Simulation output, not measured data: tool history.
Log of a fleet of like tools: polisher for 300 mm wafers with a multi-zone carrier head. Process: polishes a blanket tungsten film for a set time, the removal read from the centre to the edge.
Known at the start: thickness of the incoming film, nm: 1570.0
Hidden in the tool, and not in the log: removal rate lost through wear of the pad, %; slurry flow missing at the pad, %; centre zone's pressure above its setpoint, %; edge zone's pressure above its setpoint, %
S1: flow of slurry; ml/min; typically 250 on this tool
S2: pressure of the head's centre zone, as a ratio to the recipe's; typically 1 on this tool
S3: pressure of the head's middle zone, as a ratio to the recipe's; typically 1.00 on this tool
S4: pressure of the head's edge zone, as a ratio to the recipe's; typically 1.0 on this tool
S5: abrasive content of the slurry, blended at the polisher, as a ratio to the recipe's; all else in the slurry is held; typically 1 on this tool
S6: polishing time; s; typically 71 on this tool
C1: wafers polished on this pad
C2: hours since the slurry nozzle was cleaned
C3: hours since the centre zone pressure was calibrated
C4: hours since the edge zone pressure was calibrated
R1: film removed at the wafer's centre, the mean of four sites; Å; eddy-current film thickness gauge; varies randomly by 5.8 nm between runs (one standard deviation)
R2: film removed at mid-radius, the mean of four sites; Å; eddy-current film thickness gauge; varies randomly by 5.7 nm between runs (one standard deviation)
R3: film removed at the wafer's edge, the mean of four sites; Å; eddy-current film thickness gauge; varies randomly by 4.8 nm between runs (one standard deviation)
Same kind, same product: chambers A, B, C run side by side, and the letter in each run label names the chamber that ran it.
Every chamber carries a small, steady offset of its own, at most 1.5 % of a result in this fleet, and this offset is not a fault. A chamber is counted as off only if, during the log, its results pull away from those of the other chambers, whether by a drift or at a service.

run   hour   S1  S2    S3   S4  S5  S6    C1     C2      C3      C4      R1      R2      R3
 1A    9.1  250   1  1.00  1.0   1  71   706  113.5   167.2    51.8  3965.4  3914.4  3944.1
 2B   17.0  250   1  1.00  1.0   1  71  1200  298.8   372.9  1097.7  3898.5  3903.6  3850.2
      25.0  -- chamber B: worn pad replaced by a new one
 3C   27.5  250   1  1.00  1.0   1  71   554   62.1  1312.4    89.6  4009.2  3968.7  3872.0
 4A   39.6  250   1  1.00  1.0   1  71   949  144.0   197.7    82.3  3953.4  4023.1  3915.6
      40.2  -- chamber C: centre zone pressure recalibrated
 5C   49.7  250   1  1.09  1.0   1  49   731   84.3     9.5   111.8  2750.5  3001.7  2687.1
 6B   58.7  250   1  1.09  1.0   1  49   268  340.5   414.6  1139.4  2637.5  2954.1  2666.7
 7C   65.7  250   1  1.09  1.0   1  49   858  100.3    25.5   127.8  2657.2  2888.7  2710.9
 8A   72.6  250   1  1.00  1.0   1  71  1211  177.0   230.7   115.3  3842.3  3914.3  3961.5
 9B   79.1  250   1  1.00  1.0   1  71   430  360.9   435.0  1159.8  4043.4  3949.9  3950.2
10C   92.7  250   1  1.00  1.0   1  71  1073  127.3    52.5   154.8  4015.0  3922.5  3985.4
      95.9  -- chamber A: worn pad replaced by a new one
11A  102.0  250   1  1.00  1.0   1  71    49  206.4   260.1   144.7  3850.0  4010.3  3918.9
12B  108.5  250   1  1.00  1.0   1  71   664  390.3   464.4  1189.2  3991.3  3999.3  3848.7
     111.9  -- chamber C: worn pad replaced by a new one
13C  118.1  330   1  1.00  1.0   1  71    49  152.7    77.9   180.2  4150.0  4007.8  3972.7
14A  130.4  330   1  1.00  1.0   1  71   275  234.8   288.5   173.1  3980.6  4038.2  4041.1
15B  144.0  330   1  1.00  1.0   1  71   947  425.8   499.9  1224.7  4082.2  4069.0  4030.0
16A  152.6  250   1  0.91  1.1   1  71   451  257.0   310.7   195.3  3915.8  3596.6  4138.1
17B  158.9  250   1  0.91  1.1   1  71  1065  440.7   514.8  1239.6  3903.9  3659.2  4034.3
18C  167.9  250   1  0.91  1.1   1  71   445  202.5   127.7   230.0  3941.0  3759.7  4150.3
     173.9  -- chamber B: worn pad replaced by a new one
19A  181.1  250   1  1.00  1.0   1  71   678  285.5   339.2   223.8  3887.8  3878.4  3856.6
20B  193.4  250   1  1.00  1.0   1  71   155  475.2   549.3  1274.1  3962.5  3917.3  4056.1
21C  200.5  250   1  1.00  1.0   1  71   705  235.1   160.3   262.6  3971.4  3930.4  3973.7
22C  207.8  250   1  1.00  1.0   1  71   763  242.4   167.6   269.9  3966.1  4124.1  3974.9
23A  219.3  250   1  1.00  1.0   1  71   982  323.7   377.4   262.0  3920.9  3948.0  3987.0
24B  228.9  250   1  1.00  1.0   1  71   437  510.7   584.8  1309.6  3978.9  3959.3  3996.5
25B  235.7  250   1  1.00  1.0   1  71   492  517.5   591.6  1316.4  4008.8  3989.8  3870.5
     243.6  -- chamber C: edge zone pressure recalibrated
26A  248.9  250   1  1.00  1.0   1  71  1218  353.3   407.0   291.6  3859.3  3889.0  3987.7
     253.7  -- chamber A: worn pad replaced by a new one
27C  255.5  250   1  1.00  1.0   1  71  1142  290.1   215.3    11.9  3956.5  4089.7  3886.1
     258.2  -- chamber B: edge zone pressure recalibrated
28C  262.1  250   1  1.00  1.0   1  71  1195  296.7   221.9    18.5  4054.3  3957.2  3901.7
29A  269.9  250   1  1.00  1.0   1  71   129  374.3   428.0   312.6  3901.8  3901.5  3896.9
30B  276.5  250   1  1.00  1.0   1  71   816  558.3   632.4    18.3  4003.2  3912.7  3883.4
     279.2  -- chamber C: worn pad replaced by a new one
31B  288.8  250   1  1.00  1.0   1  71   914  570.6   644.7    30.6  3882.4  3955.5  3888.3
32A  299.4  250   1  1.00  1.0   1  71   363  403.8   457.5   342.1  3869.8  3965.7  3929.0
33C  311.6  250   1  1.00  1.0   1  71   258  346.2   271.4    68.0  4022.8  3967.2  3938.9
34B  319.9  250   1  1.00  1.0   1  71  1162  601.7   675.8    61.7  3881.1  3906.8  3921.5
35A  333.1  250   1  1.00  1.0   1  71   632  437.5   491.2   375.8  3852.4  3885.3  3991.7
36C  339.4  250   1  1.00  1.0   1  71   479  374.0   299.2    95.8  4074.9  3977.7  3924.1
37B  353.2  175   1  1.00  1.0   1  80  1427  635.0   709.1    95.0  4136.2  4331.6  4145.1

The same settings go to every chamber for the next run, one line per chamber below. Forecast the results for each:
38A  363.2  250   1  1.00  1.0   1  71                   ?   ?   ?
38B  363.2  250   1  1.00  1.0   1  71                   ?   ?   ?
38C  363.2  250   1  1.00  1.0   1  71                   ?   ?   ?

run      R1      R2      R3
38A  3871.5  3834.1  3912.2
38B  3973.0  3968.1  3875.0
38C  3932.1  3937.9  3861.7
